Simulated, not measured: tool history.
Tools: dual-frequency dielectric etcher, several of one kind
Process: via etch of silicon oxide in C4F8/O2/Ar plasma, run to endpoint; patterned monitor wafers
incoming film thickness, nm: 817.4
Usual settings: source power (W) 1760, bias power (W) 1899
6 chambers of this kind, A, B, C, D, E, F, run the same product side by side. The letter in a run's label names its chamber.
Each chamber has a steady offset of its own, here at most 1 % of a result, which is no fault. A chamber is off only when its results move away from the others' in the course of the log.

run,hour,source power (W),bias power (W),hours since the last wet clean,hours since the last source power generator calibration,hours since the last bias power generator calibration,endpoint time (s)
1E,12.1,1760,1899,137.6,124.4,1225.2,169.98
2D,21.6,1760,1899,191.7,245.6,1729.6,171.55
3C,33.3,1760,1899,342.3,1120.6,1322.4,171.74
4A,41.7,1760,1899,362.0,4495.1,2594.8,171.63
5F,57.3,1760,1899,201.4,1351.9,979.3,171.48
6B,71.5,2150,1899,183.3,163.3,649.8,157.65
7A,78.7,2150,1899,399.0,4532.1,2631.8,158.36
8B,88.2,2150,1899,200.0,180.0,666.5,157.11
9C,101.1,2150,1899,410.1,1188.4,1390.2,158.93
10F,110.4,2150,1899,254.5,1405.0,1032.4,157.54
11E,125.5,2150,1899,251.0,237.8,1338.6,159.30
12D,134.5,2080,2219,304.6,358.5,1842.5,152.62
13B,150.2,2080,2219,262.0,242.0,728.5,153.61
14F,158.8,2080,2219,302.9,1453.4,1080.8,153.40
15C,174.0,2080,2219,483.0,1261.3,1463.1,154.46
16A,186.0,2080,2219,506.3,4639.4,2739.1,154.44
# hour 194.7: chamber B: wet clean of the chamber
# hour 196.8: chamber C: wet clean of the chamber
17E,197.4,2080,2219,322.9,309.7,1410.5,152.15
18D,211.6,1760,1899,381.7,435.6,1919.6,170.94
19B,221.2,1760,1899,26.5,313.0,799.5,169.76
20E,237.1,1760,1899,362.6,349.4,1450.2,171.98
21C,248.3,1760,1899,51.6,1335.6,1537.4,170.88
# hour 249.1: chamber A: source power generator calibrated
22D,261.8,1760,1899,431.9,485.8,1969.8,171.05
23A,269.0,1760,1899,589.3,19.9,2822.1,177.01
24F,276.2,1760,1899,420.3,1570.8,1198.2,171.61
25B,286.8,1760,1899,92.1,378.6,865.1,171.27
# hour 299.0: chamber D: wet clean of the chamber
26D,302.0,2170,1746,3.1,526.0,2010.0,161.68
27A,318.6,2170,1746,638.9,69.5,2871.7,166.56
# hour 330.0: chamber E: wet clean of the chamber
28C,332.3,2170,1746,135.6,1419.6,1621.4,162.37
29F,341.7,2170,1746,485.8,1636.3,1263.7,160.08
30E,349.9,2170,1746,20.0,462.2,1563.0,161.66
31C,357.5,2170,1746,160.8,1444.8,1646.6,161.30
# hour 361.6: chamber F: wet clean of the chamber
32E,370.3,1760,1899,40.4,482.6,1583.4,169.99
33D,386.6,1760,1899,87.7,610.6,2094.6,171.44
34A,400.2,2110,2204,720.5,151.1,2953.3,157.78
35B,412.5,2110,2204,217.8,504.3,990.8,151.84
# hour 419.1: chamber F: source power generator calibrated
36F,421.8,2110,2204,60.2,2.7,1343.8,152.91
37B,432.4,2110,2204,237.7,524.2,1010.7,151.66
38E,446.6,2110,2204,116.7,558.9,1659.7,153.46

Is one chamber off against the others, does the gauge drift, or is nothing wrong? If a chamber is off, say which, and what the likeliest cause is.

Chamber A drifts away from the others.
Cause: etch rate under this chamber's usual, % = 4.6.

Here are 4 candidates for chamber A's next run, each the usual settings with a change, their results left as question marks. Which one brings its results back in line with what the others give on the usual settings?
In line means no further than this from the other chambers' mean on the usual settings: endpoint time (s) 3.10
39A-1,458.5,1630,1797,,,,?
39A-2,458.5,1760,1440,,,,?
39A-3,458.5,1890,2001,,,,?
39A-4,458.5,1990,2084,,,,?

The other chambers' mean on the usual settings: endpoint time (s) 171.31
run,endpoint time (s)
39A-1,187.66
39A-2,193.70
39A-3,171.60
39A-4,166.16
39A-3 brings the chamber back in line.
